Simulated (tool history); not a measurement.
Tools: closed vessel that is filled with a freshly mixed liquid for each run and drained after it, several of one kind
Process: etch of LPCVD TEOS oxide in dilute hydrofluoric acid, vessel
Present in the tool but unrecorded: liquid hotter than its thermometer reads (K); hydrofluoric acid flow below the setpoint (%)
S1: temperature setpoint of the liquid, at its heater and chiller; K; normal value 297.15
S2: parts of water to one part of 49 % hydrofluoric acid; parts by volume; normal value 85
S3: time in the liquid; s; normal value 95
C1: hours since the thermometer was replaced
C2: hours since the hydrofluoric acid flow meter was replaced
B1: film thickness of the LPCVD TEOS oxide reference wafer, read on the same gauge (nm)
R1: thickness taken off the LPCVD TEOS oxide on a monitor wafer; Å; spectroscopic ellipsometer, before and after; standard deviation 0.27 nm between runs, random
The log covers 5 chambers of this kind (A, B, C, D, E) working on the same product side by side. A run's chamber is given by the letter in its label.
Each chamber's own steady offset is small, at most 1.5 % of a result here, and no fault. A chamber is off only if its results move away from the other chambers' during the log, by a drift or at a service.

Run 1C, hour 9.8: usual settings; C1 297.7; C2 1444.4; B1 59.995. Result: R1 410.90 Å.
Run 2D, hour 21.2: usual settings; C1 271.6; C2 823.9; B1 59.982. Result: R1 419.92 Å.
Run 3A, hour 36.7: usual settings; C1 896.2; C2 406.7; B1 60.006. Result: R1 415.03 Å.
Run 4B, hour 52.0: usual settings; C1 135.4; C2 59.9; B1 60.002. Result: R1 412.53 Å.
Run 5E, hour 64.1: usual settings; C1 1243.9; C2 255.9; B1 59.985. Result: R1 419.12 Å.
Run 6A, hour 72.5: usual settings; C1 932.0; C2 442.5; B1 60.023. Result: R1 419.10 Å.
Run 7C, hour 81.9: usual settings; C1 369.8; C2 1516.5; B1 60.006. Result: R1 414.88 Å.
Run 8B, hour 95.0: usual settings; C1 178.4; C2 102.9; B1 60.009. Result: R1 415.62 Å.
Run 9E, hour 107.8: usual settings but S2 105 parts by volume, S3 55 s; C1 1287.6; C2 299.6; B1 60.000. Result: R1 190.95 Å.
Run 10D, hour 118.3: usual settings but S2 105 parts by volume, S3 55 s; C1 368.7; C2 921.0; B1 59.990. Result: R1 193.73 Å.
Run 11C, hour 129.4: usual settings but S2 105 parts by volume, S3 55 s; C1 417.3; C2 1564.0; B1 59.996. Result: R1 188.44 Å.
Run 12B, hour 140.2: usual settings but S2 105 parts by volume, S3 55 s; C1 223.6; C2 148.1; B1 59.997. Result: R1 191.22 Å.
Run 13D, hour 151.3: usual settings but S2 105 parts by volume, S3 55 s; C1 401.7; C2 954.0; B1 60.005. Result: R1 196.79 Å.
Run 14E, hour 162.3: usual settings; C1 1342.1; C2 354.1; B1 59.995. Result: R1 418.47 Å.
Run 15A, hour 174.4: usual settings; C1 1033.9; C2 544.4; B1 60.014. Result: R1 414.72 Å.
Run 16B, hour 186.2: usual settings; C1 269.6; C2 194.1; B1 60.005. Result: R1 416.26 Å.
Run 17A, hour 197.6: usual settings; C1 1057.1; C2 567.6; B1 59.993. Result: R1 418.50 Å.
Run 18E, hour 204.8: usual settings; C1 1384.6; C2 396.6; B1 59.990. Result: R1 414.35 Å.
Run 19D, hour 215.0: usual settings; C1 465.4; C2 1017.7; B1 60.010. Result: R1 434.80 Å.
Run 20C, hour 230.7: usual settings; C1 518.6; C2 1665.3; B1 60.000. Result: R1 416.63 Å.
Run 21B, hour 238.2: usual settings; C1 321.6; C2 246.1; B1 59.999. Result: R1 414.78 Å.
Run 22A, hour 250.8: usual settings; C1 1110.3; C2 620.8; B1 59.994. Result: R1 417.75 Å.
Run 23D, hour 265.0: usual settings; C1 515.4; C2 1067.7; B1 60.017. Result: R1 436.42 Å.
Run 24E, hour 279.2: usual settings; C1 1459.0; C2 471.0; B1 59.992. Result: R1 421.33 Å.
Run 25C, hour 290.1: usual settings; C1 578.0; C2 1724.7; B1 60.004. Result: R1 411.02 Å.
Run 26C, hour 302.9: usual settings; C1 590.8; C2 1737.5; B1 59.994. Result: R1 411.23 Å.
Run 27E, hour 310.9: usual settings; C1 1490.7; C2 502.7; B1 60.004. Result: R1 412.88 Å.
At hour 316.6: chamber C: hydrofluoric acid flow meter replaced.
Run 28D, hour 320.2: usual settings; C1 570.6; C2 1122.9; B1 59.984. Result: R1 444.51 Å.
Run 29B, hour 327.4: usual settings; C1 410.8; C2 335.3; B1 59.974. Result: R1 414.23 Å.
Run 30A, hour 337.8: usual settings; C1 1197.3; C2 707.8; B1 59.986. Result: R1 419.04 Å.
Run 31B, hour 348.3: usual settings; C1 431.7; C2 356.2; B1 59.998. Result: R1 417.87 Å.
Run 32E, hour 360.2: usual settings; C1 1540.0; C2 552.0; B1 59.987. Result: R1 415.79 Å.
Run 33D, hour 371.0: usual settings; C1 621.4; C2 1173.7; B1 60.000. Result: R1 440.84 Å.
Run 34C, hour 383.7: usual settings; C1 671.6; C2 67.1; B1 60.009. Result: R1 416.25 Å.
Run 35A, hour 394.8: usual settings; C1 1254.3; C2 764.8; B1 60.001. Result: R1 416.33 Å.
Run 36D, hour 408.9: usual settings; C1 659.3; C2 1211.6; B1 59.992. Result: R1 444.70 Å.
Run 37C, hour 415.8: usual settings; C1 703.7; C2 99.2; B1 59.995. Result: R1 419.13 Å.
Run 38A, hour 427.7: usual settings; C1 1287.2; C2 797.7; B1 60.002. Result: R1 418.17 Å.
At hour 437.6: chamber A: thermometer replaced.
Run 39B, hour 443.1: usual settings but S1 299.15 K, S3 125 s; C1 526.5; C2 451.0; B1 60.018. Result: R1 587.89 Å.
At hour 451.1: chamber E: hydrofluoric acid flow meter replaced.
Run 40E, hour 452.6: usual settings but S1 299.15 K, S3 125 s; C1 1632.4; C2 1.6; B1 60.005. Result: R1 598.69 Å.
Run 41A, hour 459.7: usual settings but S1 299.15 K, S3 125 s; C1 22.2; C2 829.7; B1 60.024. Result: R1 598.07 Å.
Run 42D, hour 470.9: usual settings but S1 299.15 K, S3 125 s; C1 721.3; C2 1273.6; B1 60.006. Result: R1 643.42 Å.
Run 43E, hour 478.5: usual settings but S1 299.15 K, S3 125 s; C1 1658.3; C2 27.5; B1 59.989. Result: R1 597.93 Å.

Is one chamber out of step, is the gauge drifting, or do the chambers differ by no more than their own small offsets? For an off chamber, give its letter and the likeliest cause.

One chamber, D, drifts off from the rest bit by bit.
Cause: liquid hotter than its thermometer reads (K) = 1.96.
It could be hard to tell apart here from: hydrofluoric acid flow above the setpoint (%).

Chamber D could run next with any of the 4 candidate recipes listed below; each alters the usual settings, and their results appear as question marks. Which one brings its results back in line with what the other chambers deliver on the usual settings?
Maximum distance from the other chambers' mean on the usual settings for a result to count as in line: R1 9.40 Å
Run 44D-1, hour 489.8: usual settings but S1 298.15 K. Result: R1 ?.
Run 44D-2, hour 489.8: usual settings but S1 296.15 K. Result: R1 ?.
Run 44D-3, hour 489.8: usual settings but S1 299.15 K. Result: R1 ?.
Run 44D-4, hour 489.8: usual settings but S1 296.65 K, S2 90 parts by volume. Result: R1 ?.

Usual-settings mean across the other chambers: R1 416.88 Å
  run      R1
44D-1  473.76
44D-2  438.06
44D-3  492.53
44D-4  419.31
44D-4 puts the chamber back in line with the other chambers.
